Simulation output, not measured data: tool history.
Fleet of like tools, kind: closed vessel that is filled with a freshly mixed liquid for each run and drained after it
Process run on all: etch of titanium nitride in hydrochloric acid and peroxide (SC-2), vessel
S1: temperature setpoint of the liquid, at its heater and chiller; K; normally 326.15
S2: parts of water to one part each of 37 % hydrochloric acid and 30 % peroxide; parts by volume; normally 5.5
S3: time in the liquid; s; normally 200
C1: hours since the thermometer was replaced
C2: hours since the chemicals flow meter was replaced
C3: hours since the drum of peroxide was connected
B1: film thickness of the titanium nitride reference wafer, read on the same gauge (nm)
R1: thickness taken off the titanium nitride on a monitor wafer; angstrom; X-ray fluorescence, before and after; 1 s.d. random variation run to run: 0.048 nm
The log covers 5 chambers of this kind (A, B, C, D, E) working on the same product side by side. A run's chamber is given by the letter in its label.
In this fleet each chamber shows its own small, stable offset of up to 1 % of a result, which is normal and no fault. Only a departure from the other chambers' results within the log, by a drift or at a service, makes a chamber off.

{"run": "1C", "hour": 3.7, "S1": 326.15, "S2": 5.5, "S3": 200, "C1": 786.2, "C2": 149.1, "C3": 86.3, "B1": 29.979, "R1": 84.538}
{"hour": 7.9, "done": "chamber A: thermometer replaced"}
{"run": "2A", "hour": 8.7, "S1": 326.15, "S2": 5.5, "S3": 200, "C1": 0.8, "C2": 787.5, "C3": 370.0, "B1": 30.009, "R1": 84.759}
{"hour": 11.4, "done": "chamber A: new drum of peroxide connected"}
{"run": "3B", "hour": 13.5, "S1": 326.15, "S2": 5.5, "S3": 200, "C1": 1930.2, "C2": 2024.9, "C3": 532.0, "B1": 30.007, "R1": 83.016}
{"run": "4D", "hour": 17.7, "S1": 326.15, "S2": 5.5, "S3": 200, "C1": 362.4, "C2": 1023.8, "C3": 1273.2, "B1": 30.005, "R1": 83.665}
{"run": "5E", "hour": 22.8, "S1": 326.15, "S2": 5.5, "S3": 200, "C1": 593.3, "C2": 746.3, "C3": 593.7, "B1": 29.982, "R1": 83.112}
{"run": "6B", "hour": 26.9, "S1": 326.15, "S2": 5.5, "S3": 200, "C1": 1943.6, "C2": 2038.3, "C3": 545.4, "B1": 29.994, "R1": 83.899}
{"run": "7C", "hour": 33.0, "S1": 326.15, "S2": 5.5, "S3": 200, "C1": 815.5, "C2": 178.4, "C3": 115.6, "B1": 29.997, "R1": 83.663}
{"run": "8D", "hour": 37.5, "S1": 326.15, "S2": 5.5, "S3": 200, "C1": 382.2, "C2": 1043.6, "C3": 1293.0, "B1": 29.997, "R1": 84.417}
{"run": "9A", "hour": 44.5, "S1": 326.15, "S2": 5.5, "S3": 200, "C1": 36.6, "C2": 823.3, "C3": 33.1, "B1": 30.004, "R1": 84.417}
{"hour": 45.7, "done": "chamber D: new drum of peroxide connected"}
{"run": "10E", "hour": 50.2, "S1": 326.15, "S2": 5.5, "S3": 200, "C1": 620.7, "C2": 773.7, "C3": 621.1, "B1": 30.013, "R1": 84.045}
{"run": "11C", "hour": 54.0, "S1": 326.15, "S2": 5.5, "S3": 200, "C1": 836.5, "C2": 199.4, "C3": 136.6, "B1": 29.992, "R1": 84.876}
{"run": "12D", "hour": 58.9, "S1": 326.15, "S2": 5.5, "S3": 200, "C1": 403.6, "C2": 1065.0, "C3": 13.2, "B1": 29.968, "R1": 85.21}
{"run": "13B", "hour": 64.5, "S1": 326.15, "S2": 5.5, "S3": 200, "C1": 1981.2, "C2": 2075.9, "C3": 583.0, "B1": 30.019, "R1": 85.166}
{"run": "14E", "hour": 67.9, "S1": 326.15, "S2": 5.5, "S3": 200, "C1": 638.4, "C2": 791.4, "C3": 638.8, "B1": 30.002, "R1": 83.069}
{"run": "15A", "hour": 74.1, "S1": 326.15, "S2": 5.5, "S3": 200, "C1": 66.2, "C2": 852.9, "C3": 62.7, "B1": 29.985, "R1": 84.723}
{"run": "16C", "hour": 78.4, "S1": 326.15, "S2": 5.5, "S3": 200, "C1": 860.9, "C2": 223.8, "C3": 161.0, "B1": 29.985, "R1": 83.914}
{"run": "17B", "hour": 84.6, "S1": 326.15, "S2": 5.5, "S3": 200, "C1": 2001.3, "C2": 2096.0, "C3": 603.1, "B1": 30.005, "R1": 83.809}
{"run": "18E", "hour": 90.2, "S1": 326.15, "S2": 5.5, "S3": 200, "C1": 660.7, "C2": 813.7, "C3": 661.1, "B1": 29.995, "R1": 83.155}
{"run": "19A", "hour": 96.0, "S1": 326.15, "S2": 5.5, "S3": 200, "C1": 88.1, "C2": 874.8, "C3": 84.6, "B1": 30.008, "R1": 84.499}
{"run": "20D", "hour": 100.8, "S1": 326.15, "S2": 5.5, "S3": 200, "C1": 445.5, "C2": 1106.9, "C3": 55.1, "B1": 30.006, "R1": 87.428}
{"run": "21D", "hour": 105.6, "S1": 326.15, "S2": 5.5, "S3": 200, "C1": 450.3, "C2": 1111.7, "C3": 59.9, "B1": 30.002, "R1": 88.822}
{"run": "22C", "hour": 113.1, "S1": 326.15, "S2": 5.5, "S3": 200, "C1": 895.6, "C2": 258.5, "C3": 195.7, "B1": 30.001, "R1": 84.403}
{"run": "23A", "hour": 117.0, "S1": 326.15, "S2": 7.0, "S3": 200, "C1": 109.1, "C2": 895.8, "C3": 105.6, "B1": 30.016, "R1": 71.328}
{"run": "24B", "hour": 122.3, "S1": 326.15, "S2": 7.0, "S3": 200, "C1": 2039.0, "C2": 2133.7, "C3": 640.8, "B1": 30.017, "R1": 70.457}
{"run": "25E", "hour": 128.8, "S1": 326.15, "S2": 7.0, "S3": 200, "C1": 699.3, "C2": 852.3, "C3": 699.7, "B1": 30.009, "R1": 69.663}
{"run": "26C", "hour": 135.5, "S1": 326.15, "S2": 7.0, "S3": 200, "C1": 918.0, "C2": 280.9, "C3": 218.1, "B1": 29.988, "R1": 70.705}
{"hour": 136.7, "done": "chamber E: chemicals flow meter replaced"}
{"run": "27B", "hour": 141.4, "S1": 326.15, "S2": 7.0, "S3": 200, "C1": 2058.1, "C2": 2152.8, "C3": 659.9, "B1": 30.002, "R1": 69.488}
{"run": "28D", "hour": 147.0, "S1": 326.15, "S2": 5.5, "S3": 200, "C1": 491.7, "C2": 1153.1, "C3": 101.3, "B1": 30.011, "R1": 90.016}
{"run": "29E", "hour": 150.6, "S1": 326.15, "S2": 5.5, "S3": 200, "C1": 721.1, "C2": 13.9, "C3": 721.5, "B1": 30.023, "R1": 82.731}
{"run": "30A", "hour": 157.5, "S1": 326.15, "S2": 5.5, "S3": 200, "C1": 149.6, "C2": 936.3, "C3": 146.1, "B1": 30.007, "R1": 84.019}
{"run": "31A", "hour": 161.4, "S1": 326.15, "S2": 5.5, "S3": 200, "C1": 153.5, "C2": 940.2, "C3": 150.0, "B1": 30.009, "R1": 84.138}
{"run": "32D", "hour": 164.9, "S1": 326.15, "S2": 5.5, "S3": 200, "C1": 509.6, "C2": 1171.0, "C3": 119.2, "B1": 29.977, "R1": 90.206}
{"run": "33C", "hour": 170.5, "S1": 326.15, "S2": 5.5, "S3": 200, "C1": 953.0, "C2": 315.9, "C3": 253.1, "B1": 29.992, "R1": 84.81}

Which is it: a chamber that has drifted or been left off by a service, a gauge drift common to all chambers, or only each chamber's usual small offset? If a chamber is off, name it and its likeliest cause.

Chamber D drifts away from the others.
Most likely cause: chemicals flow above the setpoint (%) = 12.3.
The log may not separate it from: liquid hotter than its thermometer reads (K).

Here are 4 candidates for chamber D's next run, each the usual settings with a change, their results left as question marks. Which one brings its results back in line with what the others give on the usual settings?
A result is in line if it is within this distance of the other chambers' mean on the usual settings: R1 1.700 angstrom
{"run": "34D-1", "hour": 176.0, "S1": 325.65, "S2": 5.5, "S3": 190, "R1": "?"}
{"run": "34D-2", "hour": 176.0, "S1": 326.65, "S2": 5.5, "S3": 210, "R1": "?"}
{"run": "34D-3", "hour": 176.0, "S1": 326.15, "S2": 5.5, "S3": 230, "R1": "?"}
{"run": "34D-4", "hour": 176.0, "S1": 325.15, "S2": 5.5, "S3": 185, "R1": "?"}

Average result of the remaining chambers running the usual settings: R1 84.231 angstrom
run=34D-1 R1=83.611
run=34D-2 R1=98.728
run=34D-3 R1=104.650
run=34D-4 R1=78.726
With 34D-1, the chamber falls back in line with the rest.

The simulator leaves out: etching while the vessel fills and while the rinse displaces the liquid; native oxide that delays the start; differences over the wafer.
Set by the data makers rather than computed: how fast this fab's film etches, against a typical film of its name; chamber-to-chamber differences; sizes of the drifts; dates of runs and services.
